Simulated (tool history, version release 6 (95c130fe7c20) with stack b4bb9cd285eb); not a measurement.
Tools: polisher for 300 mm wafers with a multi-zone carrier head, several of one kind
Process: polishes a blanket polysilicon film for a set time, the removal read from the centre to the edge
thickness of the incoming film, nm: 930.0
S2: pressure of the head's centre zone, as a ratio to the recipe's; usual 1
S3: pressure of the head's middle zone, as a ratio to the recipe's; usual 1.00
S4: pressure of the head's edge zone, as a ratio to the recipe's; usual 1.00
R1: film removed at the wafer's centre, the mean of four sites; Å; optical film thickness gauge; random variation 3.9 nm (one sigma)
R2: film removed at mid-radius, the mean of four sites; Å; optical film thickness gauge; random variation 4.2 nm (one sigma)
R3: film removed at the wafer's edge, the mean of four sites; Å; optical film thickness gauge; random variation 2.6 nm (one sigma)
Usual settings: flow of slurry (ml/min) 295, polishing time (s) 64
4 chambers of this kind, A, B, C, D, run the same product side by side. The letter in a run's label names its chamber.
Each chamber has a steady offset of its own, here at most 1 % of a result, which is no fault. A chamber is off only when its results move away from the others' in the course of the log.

Run 1A, hour 8.2: usual settings. Result: R1 3721.6 Å, R2 3653.0 Å, R3 3676.8 Å.
At hour 10.1: chamber B: worn pad replaced by a new one.
Run 2D, hour 17.3: usual settings. Result: R1 3627.9 Å, R2 3759.5 Å, R3 3668.6 Å.
Run 3B, hour 22.6: usual settings. Result: R1 3737.8 Å, R2 3780.7 Å, R3 3736.6 Å.
Run 4C, hour 28.9: usual settings. Result: R1 3746.7 Å, R2 3650.1 Å, R3 3701.8 Å.
Run 5B, hour 37.3: usual settings. Result: R1 3687.8 Å, R2 3703.4 Å, R3 3734.9 Å.
At hour 40.2: chamber A: worn pad replaced by a new one.
At hour 40.8: chamber C: worn pad replaced by a new one.
Run 6A, hour 42.3: usual settings but flow of slurry (ml/min) 220. Result: R1 3592.8 Å, R2 3547.3 Å, R3 3638.2 Å.
At hour 43.4: chamber D: worn pad replaced by a new one.
Run 7D, hour 47.7: usual settings but flow of slurry (ml/min) 220. Result: R1 3500.6 Å, R2 3556.4 Å, R3 3605.3 Å.
Run 8C, hour 52.2: usual settings but flow of slurry (ml/min) 220. Result: R1 3571.6 Å, R2 3540.3 Å, R3 3664.9 Å.
Run 9C, hour 61.9: usual settings but flow of slurry (ml/min) 220. Result: R1 3598.8 Å, R2 3623.9 Å, R3 3604.6 Å.
At hour 64.2: chamber B: worn pad replaced by a new one.
Run 10D, hour 69.7: usual settings. Result: R1 3753.6 Å, R2 3716.9 Å, R3 3657.8 Å.
Run 11B, hour 76.2: usual settings but polishing time (s) 48. Result: R1 2751.0 Å, R2 2791.1 Å, R3 2791.6 Å.
Run 12A, hour 84.6: usual settings but polishing time (s) 48. Result: R1 2769.5 Å, R2 2762.1 Å, R3 2784.1 Å.
Run 13C, hour 89.9: usual settings but polishing time (s) 48. Result: R1 2720.8 Å, R2 2767.0 Å, R3 2756.6 Å.
Run 14A, hour 99.1: usual settings but polishing time (s) 48. Result: R1 2781.1 Å, R2 2768.4 Å, R3 2757.1 Å.
Run 15D, hour 105.2: usual settings. Result: R1 3676.0 Å, R2 3731.3 Å, R3 3679.7 Å.
At hour 111.0: chamber B: worn pad replaced by a new one.
Run 16B, hour 114.8: usual settings. Result: R1 3607.0 Å, R2 3750.1 Å, R3 3732.4 Å.
Run 17C, hour 123.3: usual settings. Result: R1 3596.5 Å, R2 3634.7 Å, R3 3613.2 Å.
Run 18A, hour 128.4: usual settings. Result: R1 3701.4 Å, R2 3599.4 Å, R3 3709.3 Å.
Run 19D, hour 134.1: usual settings. Result: R1 3682.5 Å, R2 3776.4 Å, R3 3687.0 Å.
At hour 134.9: chamber A: worn pad replaced by a new one.
At hour 139.7: chamber D: worn pad replaced by a new one.
Run 20B, hour 142.1: usual settings. Result: R1 3650.7 Å, R2 3601.6 Å, R3 3729.8 Å.
Run 21C, hour 147.0: usual settings. Result: R1 3569.2 Å, R2 3654.2 Å, R3 3639.8 Å.
Run 22B, hour 151.7: usual settings. Result: R1 3661.9 Å, R2 3682.6 Å, R3 3704.0 Å.
Run 23D, hour 157.1: usual settings. Result: R1 3647.6 Å, R2 3686.8 Å, R3 3700.0 Å.
At hour 161.5: chamber C: worn pad replaced by a new one.
At hour 162.9: chamber B: worn pad replaced by a new one.
Run 24A, hour 164.6: usual settings. Result: R1 3681.5 Å, R2 3680.9 Å, R3 3729.1 Å.
Run 25B, hour 170.8: usual settings. Result: R1 3642.8 Å, R2 3761.7 Å, R3 3749.6 Å.
Run 26D, hour 175.8: usual settings. Result: R1 3700.5 Å, R2 3710.4 Å, R3 3661.8 Å.
Run 27A, hour 182.1: usual settings. Result: R1 3711.8 Å, R2 3703.4 Å, R3 3711.0 Å.
Run 28C, hour 186.6: usual settings but S3 1.08, S4 0.95. Result: R1 3484.5 Å, R2 3846.0 Å, R3 3477.7 Å.
Run 29B, hour 195.4: usual settings but S3 1.08, S4 0.95. Result: R1 3611.0 Å, R2 4015.3 Å, R3 3579.4 Å.

All 4 chambers run these settings next. Forecast each chamber's results:
Run 30A, hour 202.3: usual settings. Result: R1 ?, R2 ?, R3 ?.
Run 30B, hour 202.3: usual settings. Result: R1 ?, R2 ?, R3 ?.
Run 30C, hour 202.3: usual settings. Result: R1 ?, R2 ?, R3 ?.
Run 30D, hour 202.3: usual settings. Result: R1 ?, R2 ?, R3 ?.

run      R1      R2      R3
30A  3668.3  3673.1  3685.2
30B  3694.9  3630.4  3762.2
30C  3491.1  3515.3  3559.4
30D  3639.6  3662.6  3675.8

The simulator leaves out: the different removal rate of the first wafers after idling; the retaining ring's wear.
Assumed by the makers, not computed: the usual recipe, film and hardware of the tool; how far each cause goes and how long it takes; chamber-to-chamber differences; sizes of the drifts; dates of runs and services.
